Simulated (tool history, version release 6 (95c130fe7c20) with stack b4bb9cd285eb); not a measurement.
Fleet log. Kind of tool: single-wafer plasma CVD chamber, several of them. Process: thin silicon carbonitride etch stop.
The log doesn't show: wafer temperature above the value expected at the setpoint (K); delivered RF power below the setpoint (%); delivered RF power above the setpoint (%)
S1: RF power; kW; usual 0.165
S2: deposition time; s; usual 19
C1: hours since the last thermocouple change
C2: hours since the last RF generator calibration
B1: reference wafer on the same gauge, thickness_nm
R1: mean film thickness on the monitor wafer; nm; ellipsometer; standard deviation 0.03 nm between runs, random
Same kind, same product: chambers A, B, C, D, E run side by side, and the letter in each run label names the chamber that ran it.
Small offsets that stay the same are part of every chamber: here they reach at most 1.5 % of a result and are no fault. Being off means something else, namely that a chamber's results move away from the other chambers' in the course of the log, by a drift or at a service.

run,day,S1,S2,C1,C2,B1,R1
1D,0.292,0.165,19,1851.4,1581.6,10.291,10.248
2B,0.733,0.165,19,291.9,544,10.306,10.178
3E,1.138,0.165,19,1523.8,468.3,10.299,10.147
4C,1.433,0.165,19,37.1,1195.5,10.292,10.198
5A,1.779,0.165,19,64.3,1214.6,10.302,10.287
6C,2.133,0.165,19,53.9,1212.3,10.3,10.16
7B,2.75,0.165,19,340.3,592.4,10.305,10.209
8D,3.125,0.165,19,1919.4,1649.6,10.306,10.207
9A,3.438,0.165,19,104.1,1254.4,10.294,10.331
10E,3.804,0.165,19,1587.8,532.3,10.293,10.122
11D,4.217,0.165,16.9,1945.6,1675.8,10.296,9.1076
12B,4.567,0.165,16.9,383.9,636,10.303,9.0465
13A,5.167,0.165,16.9,145.6,1295.9,10.299,9.1664
14E,5.467,0.165,16.9,1627.7,572.2,10.3,8.9876
15C,5.758,0.165,16.9,140.9,1299.3,10.295,9.1294
16B,6.104,0.19,19,420.8,672.9,10.3,10.611
17C,6.425,0.19,19,156.9,1315.3,10.291,10.65
18A,6.929,0.19,19,187.9,1338.2,10.301,10.766
19D,7.425,0.19,19,2022.6,1752.8,10.302,10.663
20E,7.725,0.19,19,1681.9,626.4,10.304,10.458
21D,8.196,0.165,19,2041.1,1771.3,10.303,10.179
22E,8.75,0.165,19,1706.5,651,10.287,9.9875
23C,9.183,0.165,19,223.1,1381.5,10.303,10.195
24B,9.746,0.165,19,508.2,760.3,10.299,10.198
25A,10.125,0.165,19,264.6,1414.9,10.302,10.341
26B,10.538,0.165,19,527.2,779.3,10.305,10.205
27D,10.983,0.165,19,2108,1838.2,10.305,10.144
28C,11.546,0.165,19,279.8,1438.2,10.302,10.213
# day 11.975: chamber C: RF generator calibrated
29A,12.067,0.165,19,311.2,1461.5,10.302,10.328
30E,12.379,0.15,21.8,1793.6,738.1,10.301,11.106
31D,12.829,0.15,21.8,2152.3,1882.5,10.298,11.433
32C,13.167,0.15,21.8,318.7,28.6,10.304,11.413
33E,13.75,0.15,21.8,1826.5,771,10.302,11.108
34A,14.292,0.15,21.8,364.6,1514.9,10.303,11.514
35B,14.775,0.165,19,628.9,881,10.299,10.188
36C,15.333,0.165,19,370.7,80.6,10.308,10.226
37E,15.688,0.165,19,1873,817.5,10.296,9.9164
38D,16.112,0.165,19,2231.1,1961.3,10.302,10.22
39B,16.629,0.165,19,673.4,925.5,10.301,10.162
40A,17.2,0.14,15.5,434.4,1584.7,10.306,7.9972

Is one chamber off against the others, does the gauge drift, or is nothing wrong? If a chamber is off, say which, and what the likeliest cause is.

It is chamber E that slowly wanders off from its peers.
Cause: delivered RF power below the setpoint (%) = 7.29.

Here are 4 candidates for chamber E's next run, each the usual settings with a change, their results left as question marks. Which one brings its results back in line with what the others give on the usual settings?
Allowed miss from the other chambers' usual-settings mean, per result, to count as in line: R1 0.11 nm
41E-1,17.667,0.165,18.4,,,,?
41E-2,17.667,0.17,19,,,,?
41E-3,17.667,0.16,19,,,,?
41E-4,17.667,0.165,19.6,,,,?

Other chambers, usual settings, mean: R1 10.235 nm
run,R1
41E-1,9.5844
41E-2,9.988
41E-3,9.804
41E-4,10.21
41E-4 puts the chamber back in line with the other chambers.
